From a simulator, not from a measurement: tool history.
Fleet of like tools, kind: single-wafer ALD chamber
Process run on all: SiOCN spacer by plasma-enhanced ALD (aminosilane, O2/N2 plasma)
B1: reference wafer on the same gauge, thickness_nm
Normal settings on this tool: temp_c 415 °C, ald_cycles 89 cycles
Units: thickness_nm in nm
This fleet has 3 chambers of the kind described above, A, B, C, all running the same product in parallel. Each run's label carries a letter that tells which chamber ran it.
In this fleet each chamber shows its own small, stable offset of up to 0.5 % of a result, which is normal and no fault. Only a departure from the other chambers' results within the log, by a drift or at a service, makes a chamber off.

{"run": "1C", "day": 0.308, "temp_c": 415, "ald_cycles": 89, "B1": 5.9708, "thickness_nm": 5.1174}
{"run": "2A", "day": 0.792, "temp_c": 415, "ald_cycles": 89, "B1": 5.9729, "thickness_nm": 5.1055}
{"run": "3B", "day": 1.146, "temp_c": 415, "ald_cycles": 89, "B1": 5.9719, "thickness_nm": 5.1415}
{"run": "4A", "day": 1.525, "temp_c": 415, "ald_cycles": 89, "B1": 5.9729, "thickness_nm": 5.1186}
{"run": "5B", "day": 1.921, "temp_c": 415, "ald_cycles": 89, "B1": 5.9741, "thickness_nm": 5.1455}
{"run": "6C", "day": 2.254, "temp_c": 409, "ald_cycles": 81, "B1": 5.9769, "thickness_nm": 4.742}
{"run": "7A", "day": 2.621, "temp_c": 409, "ald_cycles": 81, "B1": 5.9777, "thickness_nm": 4.7526}
{"run": "8C", "day": 3.025, "temp_c": 409, "ald_cycles": 81, "B1": 5.9772, "thickness_nm": 4.7565}
{"run": "9B", "day": 3.433, "temp_c": 410, "ald_cycles": 104, "B1": 5.9804, "thickness_nm": 6.1081}
{"run": "10C", "day": 3.867, "temp_c": 410, "ald_cycles": 104, "B1": 5.9783, "thickness_nm": 6.0926}
{"run": "11A", "day": 4.492, "temp_c": 410, "ald_cycles": 104, "B1": 5.9835, "thickness_nm": 6.0908}
{"run": "12B", "day": 5.1, "temp_c": 415, "ald_cycles": 89, "B1": 5.9852, "thickness_nm": 5.1499}
{"run": "13B", "day": 5.608, "temp_c": 408, "ald_cycles": 95, "B1": 5.9863, "thickness_nm": 5.6156}
{"run": "14A", "day": 6.038, "temp_c": 408, "ald_cycles": 95, "B1": 5.9865, "thickness_nm": 5.6035}
{"run": "15C", "day": 6.558, "temp_c": 408, "ald_cycles": 95, "B1": 5.9864, "thickness_nm": 5.6132}
{"run": "16A", "day": 6.942, "temp_c": 415, "ald_cycles": 89, "B1": 5.9893, "thickness_nm": 5.137}
{"run": "17B", "day": 7.562, "temp_c": 405, "ald_cycles": 89, "B1": 5.9889, "thickness_nm": 5.3069}
{"run": "18C", "day": 8.058, "temp_c": 405, "ald_cycles": 89, "B1": 5.9901, "thickness_nm": 5.2863}
{"run": "19A", "day": 8.529, "temp_c": 405, "ald_cycles": 89, "B1": 5.9919, "thickness_nm": 5.2896}
{"run": "20B", "day": 8.883, "temp_c": 415, "ald_cycles": 89, "B1": 5.9938, "thickness_nm": 5.1605}
{"run": "21C", "day": 9.204, "temp_c": 423, "ald_cycles": 79, "B1": 5.9948, "thickness_nm": 4.4538}
{"run": "22C", "day": 9.658, "temp_c": 423, "ald_cycles": 79, "B1": 5.9945, "thickness_nm": 4.4423}
{"day": 9.862, "done": "chamber C: thermocouple changed; heater temperature recalibrated"}
{"run": "23A", "day": 10.062, "temp_c": 423, "ald_cycles": 79, "B1": 5.9963, "thickness_nm": 4.4468}
{"run": "24B", "day": 10.458, "temp_c": 415, "ald_cycles": 89, "B1": 5.9979, "thickness_nm": 5.1564}
{"day": 10.479, "done": "chamber B: thermocouple changed; heater temperature recalibrated"}
{"run": "25A", "day": 10.954, "temp_c": 415, "ald_cycles": 89, "B1": 5.997, "thickness_nm": 5.1408}
{"run": "26B", "day": 11.267, "temp_c": 415, "ald_cycles": 89, "B1": 6.0007, "thickness_nm": 5.1497}
{"run": "27C", "day": 11.575, "temp_c": 415, "ald_cycles": 89, "B1": 5.9997, "thickness_nm": 5.1496}
{"run": "28A", "day": 11.942, "temp_c": 415, "ald_cycles": 89, "B1": 6.0001, "thickness_nm": 5.152}
{"run": "29B", "day": 12.342, "temp_c": 403, "ald_cycles": 100, "B1": 6.0012, "thickness_nm": 6.0208}
{"run": "30C", "day": 12.817, "temp_c": 403, "ald_cycles": 100, "B1": 6.0032, "thickness_nm": 6.0038}
{"run": "31C", "day": 13.162, "temp_c": 403, "ald_cycles": 100, "B1": 6.0053, "thickness_nm": 6.0137}
{"run": "32B", "day": 13.7, "temp_c": 415, "ald_cycles": 89, "B1": 6.0058, "thickness_nm": 5.1683}

Next, every chamber runs the same settings. What will each give?
{"run": "33A", "day": 14.162, "temp_c": 415, "ald_cycles": 89, "thickness_nm": "?"}
{"run": "33B", "day": 14.162, "temp_c": 415, "ald_cycles": 89, "thickness_nm": "?"}
{"run": "33C", "day": 14.162, "temp_c": 415, "ald_cycles": 89, "thickness_nm": "?"}

run=33A thickness_nm=5.1485
run=33B thickness_nm=5.166
run=33C thickness_nm=5.1608
